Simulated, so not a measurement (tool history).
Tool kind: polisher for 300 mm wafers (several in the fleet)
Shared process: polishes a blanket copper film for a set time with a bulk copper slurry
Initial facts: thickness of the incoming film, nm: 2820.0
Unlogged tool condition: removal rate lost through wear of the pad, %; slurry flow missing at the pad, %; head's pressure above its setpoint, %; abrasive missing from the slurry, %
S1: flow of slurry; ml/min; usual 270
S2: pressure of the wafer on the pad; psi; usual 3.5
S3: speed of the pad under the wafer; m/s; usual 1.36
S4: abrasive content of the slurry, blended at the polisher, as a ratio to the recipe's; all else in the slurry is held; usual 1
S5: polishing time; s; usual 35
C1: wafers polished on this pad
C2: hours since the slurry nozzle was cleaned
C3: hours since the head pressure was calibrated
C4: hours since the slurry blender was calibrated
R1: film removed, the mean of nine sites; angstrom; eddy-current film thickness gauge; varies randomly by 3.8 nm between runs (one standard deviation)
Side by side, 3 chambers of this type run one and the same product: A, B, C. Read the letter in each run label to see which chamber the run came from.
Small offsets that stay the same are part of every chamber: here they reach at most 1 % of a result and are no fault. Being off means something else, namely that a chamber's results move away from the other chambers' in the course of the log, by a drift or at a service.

run 1C hour=8.3 | S1=270 S2=3.5 S3=1.36 S4=1 S5=35 | C1=211 C2=105.2 C3=362.6 C4=181.5 | R1=5184.2
-- hour=10.2 chamber A: slurry nozzle cleaned
run 2B hour=17.3 | S1=270 S2=3.5 S3=1.36 S4=1 S5=35 | C1=761 C2=230.4 C3=760.7 C4=162.6 | R1=5138.3
run 3A hour=24.8 | S1=270 S2=3.5 S3=1.36 S4=1 S5=35 | C1=928 C2=14.7 C3=1149.2 C4=159.2 | R1=5167.3
-- hour=28 chamber C: head pressure recalibrated
run 4B hour=32.2 | S1=270 S2=3.5 S3=1.36 S4=1 S5=35 | C1=958 C2=245.3 C3=775.6 C4=177.5 | R1=5123.6
-- hour=34 chamber A: worn pad replaced by a new one
-- hour=39.2 chamber B: worn pad replaced by a new one
run 5C hour=41.6 | S1=270 S2=3.5 S3=1.36 S4=1 S5=35 | C1=651 C2=138.5 C3=13.6 C4=214.8 | R1=5144.7
-- hour=47.3 chamber A: slurry blender recalibrated
run 6A hour=50 | S1=270 S2=3.5 S3=1.36 S4=1 S5=35 | C1=211 C2=39.9 C3=1174.4 C4=2.8 | R1=5190.8
-- hour=51 chamber B: slurry blender recalibrated
run 7B hour=60.2 | S1=270 S2=3.5 S3=1.36 S4=1 S5=35 | C1=278 C2=273.3 C3=803.6 C4=9.3 | R1=5161.7
-- hour=69.7 chamber C: worn pad replaced by a new one
run 8C hour=69.8 | S1=270 S2=3.5 S3=1.36 S4=1 S5=35 | C1=1 C2=166.7 C3=41.8 C4=243 | R1=5118.9
run 9A hour=77 | S1=270 S2=3.5 S3=1.36 S4=1 S5=35 | C1=568 C2=66.9 C3=1201.4 C4=29.8 | R1=5189.5
-- hour=85.1 chamber B: slurry nozzle cleaned
-- hour=88.9 chamber A: head pressure recalibrated
run 10C hour=89.4 | S1=270 S2=3.5 S3=1.36 S4=1 S5=35 | C1=260 C2=186.3 C3=61.4 C4=262.6 | R1=5129.4
run 11A hour=101.9 | S1=270 S2=3.5 S3=1.36 S4=1 S5=35 | C1=897 C2=91.8 C3=13.1 C4=54.7 | R1=5188.4
-- hour=109.5 chamber A: worn pad replaced by a new one
run 12B hour=112.2 | S1=270 S2=3.5 S3=1.36 S4=1 S5=35 | C1=965 C2=27.1 C3=855.6 C4=61.3 | R1=5245
-- hour=125.8 chamber B: worn pad replaced by a new one
run 13A hour=126.1 | S1=270 S2=3.5 S3=1.36 S4=1 S5=35 | C1=220 C2=116 C3=37.3 C4=78.9 | R1=5144
run 14B hour=134.3 | S1=270 S2=3.5 S3=1.36 S4=1 S5=35 | C1=113 C2=49.2 C3=877.7 C4=83.4 | R1=5283.2
run 15C hour=141.4 | S1=270 S2=3.5 S3=1.36 S4=1 S5=35 | C1=947 C2=238.3 C3=113.4 C4=314.6 | R1=5114.7
run 16A hour=148.6 | S1=270 S2=3.5 S3=1.36 S4=1 S5=35 | C1=517 C2=138.5 C3=59.8 C4=101.4 | R1=5171.5
-- hour=149.9 chamber C: worn pad replaced by a new one
run 17B hour=159.7 | S1=270 S2=4.7 S3=1.36 S4=1 S5=35 | C1=448 C2=74.6 C3=903.1 C4=108.8 | R1=7049.6
-- hour=162.6 chamber C: slurry blender recalibrated
run 18C hour=167.2 | S1=270 S2=4.7 S3=1.36 S4=1 S5=35 | C1=229 C2=264.1 C3=139.2 C4=4.7 | R1=6831.8
run 19C hour=173.5 | S1=270 S2=4.7 S3=1.36 S4=1 S5=35 | C1=312 C2=270.4 C3=145.5 C4=11 | R1=6865.4
run 20A hour=184.9 | S1=270 S2=3.5 S3=1.36 S4=1 S5=35 | C1=997 C2=174.8 C3=96.1 C4=137.7 | R1=5170.1
-- hour=186.9 chamber A: worn pad replaced by a new one
run 21B hour=191.5 | S1=270 S2=3.5 S3=1.36 S4=1 S5=35 | C1=869 C2=106.4 C3=934.9 C4=140.6 | R1=5343.3
run 22A hour=198.8 | S1=270 S2=3.5 S3=1.36 S4=1 S5=35 | C1=158 C2=188.7 C3=110 C4=151.6 | R1=5208
-- hour=205.1 chamber A: slurry blender recalibrated
-- hour=206.3 chamber B: worn pad replaced by a new one
run 23B hour=207.8 | S1=270 S2=3.5 S3=1.36 S4=1 S5=35 | C1=20 C2=122.7 C3=951.2 C4=156.9 | R1=5330.1
run 24C hour=219.5 | S1=270 S2=3.5 S3=1.36 S4=1 S5=35 | C1=920 C2=316.4 C3=191.5 C4=57 | R1=5117.9
run 25B hour=226.4 | S1=270 S2=3.5 S3=1.36 S4=1 S5=35 | C1=266 C2=141.3 C3=969.8 C4=175.5 | R1=5288.1
run 26C hour=235.3 | S1=270 S2=3.5 S3=1.36 S4=1 S5=35 | C1=1129 C2=332.2 C3=207.3 C4=72.8 | R1=5213
-- hour=237.9 chamber C: worn pad replaced by a new one
run 27A hour=243.7 | S1=270 S2=3.5 S3=1.36 S4=1 S5=35 | C1=751 C2=233.6 C3=154.9 C4=38.6 | R1=5109.9
run 28A hour=253.5 | S1=270 S2=3.5 S3=1.36 S4=1 S5=35 | C1=881 C2=243.4 C3=164.7 C4=48.4 | R1=5135
-- hour=257.4 chamber B: slurry blender recalibrated
-- hour=264.5 chamber A: worn pad replaced by a new one
run 29B hour=267.7 | S1=340 S2=3.5 S3=1.36 S4=1 S5=35 | C1=811 C2=182.6 C3=1011.1 C4=10.3 | R1=5473.6
-- hour=275.9 chamber B: worn pad replaced by a new one
run 30C hour=281.3 | S1=340 S2=3.5 S3=1.36 S4=1 S5=35 | C1=574 C2=378.2 C3=253.3 C4=118.8 | R1=5222.5
run 31C hour=290.1 | S1=340 S2=3.5 S3=1.36 S4=1 S5=35 | C1=690 C2=387 C3=262.1 C4=127.6 | R1=5149.1
run 32B hour=296.6 | S1=270 S2=3.5 S3=1.36 S4=1 S5=35 | C1=274 C2=211.5 C3=1040 C4=39.2 | R1=5389.9
run 33A hour=303.9 | S1=270 S2=3.5 S3=1.36 S4=1 S5=35 | C1=520 C2=293.8 C3=215.1 C4=98.8 | R1=5137.7
run 34B hour=312.5 | S1=270 S2=3.5 S3=1.36 S4=1 S5=35 | C1=484 C2=227.4 C3=1055.9 C4=55.1 | R1=5341.5
-- hour=319.1 chamber C: worn pad replaced by a new one
run 35A hour=322 | S1=270 S2=3.5 S3=1.36 S4=1 S5=35 | C1=759 C2=311.9 C3=233.2 C4=116.9 | R1=5150
run 36C hour=328.3 | S1=270 S2=2.5 S3=1.36 S4=1 S5=35 | C1=122 C2=425.2 C3=300.3 C4=165.8 | R1=3671.1
run 37A hour=341.7 | S1=270 S2=2.5 S3=1.36 S4=1 S5=35 | C1=1020 C2=331.6 C3=252.9 C4=136.6 | R1=3606.7
-- hour=347.6 chamber A: worn pad replaced by a new one
run 38C hour=350.3 | S1=270 S2=2.5 S3=1.36 S4=1 S5=35 | C1=412 C2=447.2 C3=322.3 C4=187.8 | R1=3729.5
-- hour=351.1 chamber C: head pressure recalibrated
-- hour=357.9 chamber B: worn pad replaced by a new one
run 39B hour=360 | S1=270 S2=3.5 S3=1.36 S4=1 S5=35 | C1=27 C2=274.9 C3=1103.4 C4=102.6 | R1=5404.8
-- hour=362.2 chamber A: slurry blender recalibrated
run 40B hour=368.3 | S1=270 S2=3.5 S3=1.36 S4=1 S5=35 | C1=137 C2=283.2 C3=1111.7 C4=110.9 | R1=5406.4
run 41A hour=377.4 | S1=270 S2=3.5 S3=1.36 S4=1 S5=35 | C1=394 C2=367.3 C3=288.6 C4=15.2 | R1=5224
run 42C hour=387.8 | S1=270 S2=3.5 S3=1.36 S4=1 S5=35 | C1=908 C2=484.7 C3=36.7 C4=225.3 | R1=5083
run 43A hour=397.1 | S1=205 S2=3.5 S3=1.36 S4=1 S5=35 | C1=655 C2=387 C3=308.3 C4=34.9 | R1=5027.4

Read the log: is a single chamber off, either drifting away or since a service, is the gauge that measures every chamber drifting, or is nothing wrong beyond small per-chamber offsets? Name any odd chamber and what most likely caused it.

One chamber, B, drifts off from the rest bit by bit.
Cause: head's pressure above its setpoint, % = 5.89.

Chamber B could run next with any of the 4 candidate recipes listed below; each alters the usual settings, and their results appear as question marks. Which one brings its results back in line with what the other chambers deliver on the usual settings?
Counts as in line when no further than this from what the other chambers average on the usual settings: R1 130 angstrom
run 44B-1 hour=407.4 | S1=270 S2=3.5 S3=1.36 S4=0.75 S5=35 | R1=?
run 44B-2 hour=407.4 | S1=275 S2=3.5 S3=1.36 S4=1 S5=39 | R1=?
run 44B-3 hour=407.4 | S1=270 S2=3.5 S3=1.36 S4=1 S5=31 | R1=?
run 44B-4 hour=407.4 | S1=270 S2=3.5 S3=1.44 S4=1 S5=35 | R1=?

Usual-settings mean across the other chambers: R1 5151.3 angstrom
run=44B-1 R1=5128.3
run=44B-2 R1=6086.9
run=44B-3 R1=4829.1
run=44B-4 R1=5777.8
44B-1 is the one that brings the chamber's results back in line with the other chambers.
